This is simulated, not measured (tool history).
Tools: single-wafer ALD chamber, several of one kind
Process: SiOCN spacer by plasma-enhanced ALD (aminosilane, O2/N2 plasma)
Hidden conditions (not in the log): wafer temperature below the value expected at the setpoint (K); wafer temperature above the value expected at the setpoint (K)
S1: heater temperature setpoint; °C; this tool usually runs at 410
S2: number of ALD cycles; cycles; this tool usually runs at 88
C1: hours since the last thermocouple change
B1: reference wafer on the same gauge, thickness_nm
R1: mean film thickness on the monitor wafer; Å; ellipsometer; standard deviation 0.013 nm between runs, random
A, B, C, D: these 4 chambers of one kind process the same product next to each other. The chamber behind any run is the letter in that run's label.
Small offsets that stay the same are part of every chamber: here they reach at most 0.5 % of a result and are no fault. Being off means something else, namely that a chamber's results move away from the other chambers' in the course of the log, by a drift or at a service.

Run 1C, hour 5.4: usual settings; C1 329.7; B1 4.7729. Result: R1 51.685 Å.
Run 2A, hour 11.9: usual settings; C1 1573.2; B1 4.7704. Result: R1 51.448 Å.
Run 3D, hour 17.2: usual settings; C1 1199.6; B1 4.772. Result: R1 51.613 Å.
At hour 17.7: chamber D: thermocouple changed; heater temperature recalibrated.
Run 4B, hour 25.5: usual settings; C1 386; B1 4.7702. Result: R1 51.486 Å.
Run 5D, hour 34.9: usual settings but S1 422 °C, S2 72 cycles; C1 17.2; B1 4.7682. Result: R1 40.619 Å.
Run 6A, hour 39.6: usual settings but S1 422 °C, S2 72 cycles; C1 1600.9; B1 4.7665. Result: R1 40.583 Å.
Run 7B, hour 46.5: usual settings but S1 422 °C, S2 72 cycles; C1 407; B1 4.7718. Result: R1 40.737 Å.
Run 8C, hour 56.1: usual settings but S1 422 °C, S2 72 cycles; C1 380.4; B1 4.7688. Result: R1 40.54 Å.
Run 9D, hour 63.7: usual settings but S1 415 °C; C1 46; B1 4.7683. Result: R1 50.574 Å.
Run 10B, hour 72.3: usual settings but S1 415 °C; C1 432.8; B1 4.7736. Result: R1 51.108 Å.
Run 11A, hour 77.2: usual settings but S1 415 °C; C1 1638.5; B1 4.7684. Result: R1 50.286 Å.
Run 12C, hour 84.4: usual settings but S1 415 °C; C1 408.7; B1 4.7711. Result: R1 50.807 Å.
Run 13A, hour 93.3: usual settings; C1 1654.6; B1 4.7697. Result: R1 51.213 Å.
Run 14B, hour 100: usual settings; C1 460.5; B1 4.7704. Result: R1 51.562 Å.
Run 15D, hour 105.7: usual settings; C1 88; B1 4.7724. Result: R1 51.511 Å.
Run 16C, hour 114.4: usual settings; C1 438.7; B1 4.771. Result: R1 51.23 Å.
Run 17B, hour 122.2: usual settings but S1 422 °C; C1 482.7; B1 4.7722. Result: R1 49.463 Å.
Run 18C, hour 130.3: usual settings but S1 422 °C; C1 454.6; B1 4.772. Result: R1 49.595 Å.
Run 19A, hour 139.8: usual settings but S1 422 °C; C1 1701.1; B1 4.7682. Result: R1 49.48 Å.
Run 20D, hour 147.6: usual settings but S1 422 °C; C1 129.9; B1 4.7688. Result: R1 49.637 Å.
Run 21A, hour 156.9: usual settings; C1 1718.2; B1 4.7698. Result: R1 51.422 Å.
Run 22B, hour 161.9: usual settings; C1 522.4; B1 4.7745. Result: R1 51.539 Å.
Run 23D, hour 167.5: usual settings; C1 149.8; B1 4.7689. Result: R1 51.5 Å.
Run 24C, hour 171.7: usual settings; C1 496; B1 4.7682. Result: R1 51.513 Å.
Run 25B, hour 179.1: usual settings; C1 539.6; B1 4.7687. Result: R1 51.588 Å.
Run 26D, hour 185.2: usual settings but S1 421 °C, S2 101 cycles; C1 167.5; B1 4.771. Result: R1 57.179 Å.
Run 27C, hour 193.2: usual settings but S1 421 °C, S2 101 cycles; C1 517.5; B1 4.7707. Result: R1 57.074 Å.
Run 28A, hour 202.2: usual settings but S1 421 °C, S2 101 cycles; C1 1763.5; B1 4.7701. Result: R1 56.893 Å.
Run 29B, hour 210: usual settings but S1 421 °C, S2 101 cycles; C1 570.5; B1 4.7728. Result: R1 57.455 Å.

Has any chamber moved away from the others, gradually or after a service, or does the common gauge drift, or do the chambers differ only by their own small steady offsets? State the chamber and the most likely cause if one applies.

Nothing is wrong: each chamber keeps only its own small, steady offset and the gauge holds still.

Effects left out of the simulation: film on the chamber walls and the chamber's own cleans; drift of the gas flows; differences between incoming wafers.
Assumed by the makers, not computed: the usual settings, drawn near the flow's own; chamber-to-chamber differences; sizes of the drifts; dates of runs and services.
